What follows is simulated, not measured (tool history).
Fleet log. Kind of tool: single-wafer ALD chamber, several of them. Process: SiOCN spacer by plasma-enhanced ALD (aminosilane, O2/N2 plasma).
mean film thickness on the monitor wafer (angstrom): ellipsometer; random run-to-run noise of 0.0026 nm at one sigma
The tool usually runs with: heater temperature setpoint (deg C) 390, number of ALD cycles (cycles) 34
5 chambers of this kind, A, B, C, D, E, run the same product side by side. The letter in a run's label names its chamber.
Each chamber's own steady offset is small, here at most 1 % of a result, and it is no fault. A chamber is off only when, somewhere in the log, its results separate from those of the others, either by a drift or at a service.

| run | day | heater temperature setpoint (deg C) | number of ALD cycles (cycles) | read-back reference wafer on the same gauge, thickness_nm | mean film thickness on the monitor wafer (angstrom) |
|---|---|---|---|---|---|
| 1B | 0.154 | 390 | 34 | 2.0798 | 20.378 |
| 2D | 0.379 | 390 | 34 | 2.0808 | 20.446 |
| 3E | 0.617 | 390 | 34 | 2.0813 | 20.514 |
| 4C | 0.771 | 390 | 34 | 2.0816 | 20.38 |
| 5A | 1.012 | 390 | 34 | 2.0814 | 20.365 |
|  | 1.133 | chamber D: thermocouple changed; heater temperature recalibrated |
| 6A | 1.171 | 390 | 34 | 2.0817 | 20.376 |
| 7D | 1.421 | 390 | 34 | 2.0817 | 20.469 |
| 8E | 1.596 | 390 | 34 | 2.0813 | 20.574 |
| 9C | 1.792 | 403 | 29 | 2.0812 | 17.234 |
| 10B | 1.933 | 403 | 29 | 2.0827 | 17.201 |
| 11A | 2.188 | 403 | 29 | 2.0824 | 17.261 |
| 12D | 2.425 | 403 | 29 | 2.0828 | 17.315 |
| 13E | 2.621 | 403 | 29 | 2.0829 | 17.435 |
| 14B | 2.804 | 390 | 34 | 2.0835 | 20.341 |
| 15C | 2.971 | 390 | 34 | 2.083 | 20.427 |
| 16D | 3.196 | 390 | 34 | 2.0842 | 20.496 |
| 17E | 3.379 | 390 | 34 | 2.0841 | 20.655 |
| 18C | 3.6 | 390 | 29 | 2.0848 | 17.424 |
| 19A | 3.842 | 390 | 29 | 2.0849 | 17.468 |
| 20B | 4.012 | 390 | 29 | 2.0849 | 17.349 |
| 21E | 4.279 | 390 | 29 | 2.0844 | 17.622 |
| 22A | 4.4 | 390 | 29 | 2.086 | 17.437 |
| 23D | 4.562 | 390 | 34 | 2.0855 | 20.506 |
| 24B | 4.738 | 390 | 34 | 2.0856 | 20.379 |
| 25C | 4.992 | 390 | 34 | 2.0854 | 20.458 |
| 26A | 5.196 | 390 | 34 | 2.0863 | 20.473 |
| 27B | 5.383 | 390 | 34 | 2.0867 | 20.385 |
| 28D | 5.575 | 390 | 34 | 2.0867 | 20.54 |
| 29E | 5.729 | 390 | 34 | 2.0874 | 20.648 |
| 30C | 5.904 | 390 | 39 | 2.0876 | 23.479 |
| 31C | 6.05 | 390 | 39 | 2.0873 | 23.491 |
| 32B | 6.242 | 390 | 39 | 2.088 | 23.38 |
| 33A | 6.458 | 390 | 39 | 2.0872 | 23.499 |
| 34E | 6.596 | 390 | 39 | 2.0882 | 23.678 |
| 35D | 6.796 | 390 | 34 | 2.0879 | 20.513 |
| 36E | 7.062 | 390 | 34 | 2.0886 | 20.675 |
| 37B | 7.233 | 390 | 34 | 2.0888 | 20.388 |
| 38A | 7.433 | 390 | 34 | 2.0886 | 20.464 |
| 39C | 7.596 | 390 | 34 | 2.0894 | 20.466 |
| 40D | 7.821 | 390 | 34 | 2.09 | 20.556 |
| 41E | 8.088 | 390 | 34 | 2.0896 | 20.672 |
| 42A | 8.254 | 390 | 34 | 2.0901 | 20.501 |
| 43C | 8.421 | 390 | 34 | 2.0899 | 20.461 |
| 44D | 8.65 | 390 | 34 | 2.0901 | 20.571 |

All 5 chambers run these settings next. Forecast each chamber's results:
| 45A | 8.842 | 390 | 34 |  | ? |
| 45B | 8.842 | 390 | 34 |  | ? |
| 45C | 8.842 | 390 | 34 |  | ? |
| 45D | 8.842 | 390 | 34 |  | ? |
| 45E | 8.842 | 390 | 34 |  | ? |

| run | mean film thickness on the monitor wafer (angstrom) |
|---|---|
| 45A | 20.487 |
| 45B | 20.408 |
| 45C | 20.476 |
| 45D | 20.551 |
| 45E | 20.702 |
